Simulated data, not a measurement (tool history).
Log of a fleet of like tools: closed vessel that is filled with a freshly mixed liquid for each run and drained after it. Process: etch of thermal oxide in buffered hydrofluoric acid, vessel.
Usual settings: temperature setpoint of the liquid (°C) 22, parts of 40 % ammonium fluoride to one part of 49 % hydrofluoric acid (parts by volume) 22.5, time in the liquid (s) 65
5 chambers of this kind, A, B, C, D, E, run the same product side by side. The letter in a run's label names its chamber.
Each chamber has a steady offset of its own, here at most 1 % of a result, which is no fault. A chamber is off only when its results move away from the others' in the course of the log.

run	hour	temperature setpoint of the liquid (°C)	parts of 40 % ammonium fluoride to one part of 49 % hydrofluoric acid (parts by volume)	time in the liquid (s)	hours since the thermometer was replaced	hours since the hydrofluoric acid flow meter was replaced	read-back film thickness of the thermal oxide reference wafer, read on the same gauge (nm)	thickness taken off the thermal oxide on a monitor wafer (nm)
1B	8.7	22	22.5	65	545.4	168	50.006	31.484
2D	14.5	22	22.5	65	243.1	1462.5	50.055	30.675
3E	25.4	22	22.5	65	528.8	1188.2	49.98	30.713
4A	33.8	22	22.5	65	748.8	928.9	49.972	30.759
5C	43.6	22	22.5	65	1032.8	194.9	50.001	31.252
6A	51	22	22.5	65	766	946.1	50.008	30.731
7C	61.9	22	22.5	65	1051.1	213.2	50.007	31.239
8B	71	22	22.5	65	607.7	230.3	50.012	31.689
9E	80.1	22	22.5	65	583.5	1242.9	50.009	30.827
10D	88.8	22	22.5	65	317.4	1536.8	50.022	31.165
11E	95.7	22	22.5	65	599.1	1258.5	49.98	30.941
12A	106	22	16.5	90	821	1001.1	50.006	57.175
13C	111.4	22	16.5	90	1100.6	262.7	49.99	57.065
14D	121.8	22	16.5	90	350.4	1569.8	50.013	55.979
15B	129.6	22	16.5	90	666.3	288.9	50.004	56.944
16B	136	22	16.5	90	672.7	295.3	49.977	57.197
# hour 137: chamber E: hydrofluoric acid flow meter replaced
17E	145	22	22.5	65	648.4	8	49.94	31.302
18C	151	22	15	65	1140.2	302.3	49.99	44.783
19D	159.4	22	15	65	388	1607.4	49.952	44.127
20A	165	22	15	65	880	1060.1	49.981	46.331
21D	175.6	22	15	65	404.2	1623.6	49.982	44.218
22C	183.3	22	15	65	1172.5	334.6	49.998	44.973
23B	191.5	22	22.5	65	728.2	350.8	50.001	31.469
24E	198.8	19.5	22.5	30	702.2	61.8	49.985	12.334
25A	204.8	19.5	22.5	30	919.8	1099.9	49.994	12.831
26A	210.7	19.5	22.5	30	925.7	1105.8	50.024	12.828
27D	221.3	19.5	22.5	30	449.9	1669.3	49.987	12.387
28C	229.8	19.5	22.5	30	1219	381.1	49.975	12.367
29B	235.5	22	17	30	772.2	394.8	49.962	18.399
30E	245.8	22	17	30	749.2	108.8	50.045	18.131
31D	254.7	22	17	30	483.3	1702.7	50.015	18.367
32A	260.1	22	17	30	975.1	1155.2	50.002	19.197

What goes on in this fleet: one chamber off, a drifting gauge, or nothing beyond the chambers' own small offsets? Name the chamber and the cause, if any.

Chamber A drifts away from the others.
Cause: hydrofluoric acid flow above the setpoint (%) = 6.48.
The log may not tell that from: liquid hotter than its thermometer reads (K).

Here are 4 candidates for chamber A's next run, each the usual settings with a change, their results left as question marks. Which one brings its results back in line with what the others give on the usual settings?
In line means no further than this from the other chambers' mean on the usual settings: thickness taken off the thermal oxide on a monitor wafer (nm) 0.64
33A-1	268	22	22.5	60				?
33A-2	268	21.5	23	65				?
33A-3	268	22	22.5	70				?
33A-4	268	22	21.5	65				?

The other chambers' mean on the usual settings: thickness taken off the thermal oxide on a monitor wafer (nm) 31.155
run	thickness taken off the thermal oxide on a monitor wafer (nm)
33A-1	29.672
33A-2	30.813
33A-3	34.618
33A-4	33.161
33A-2 brings the chamber back in line.

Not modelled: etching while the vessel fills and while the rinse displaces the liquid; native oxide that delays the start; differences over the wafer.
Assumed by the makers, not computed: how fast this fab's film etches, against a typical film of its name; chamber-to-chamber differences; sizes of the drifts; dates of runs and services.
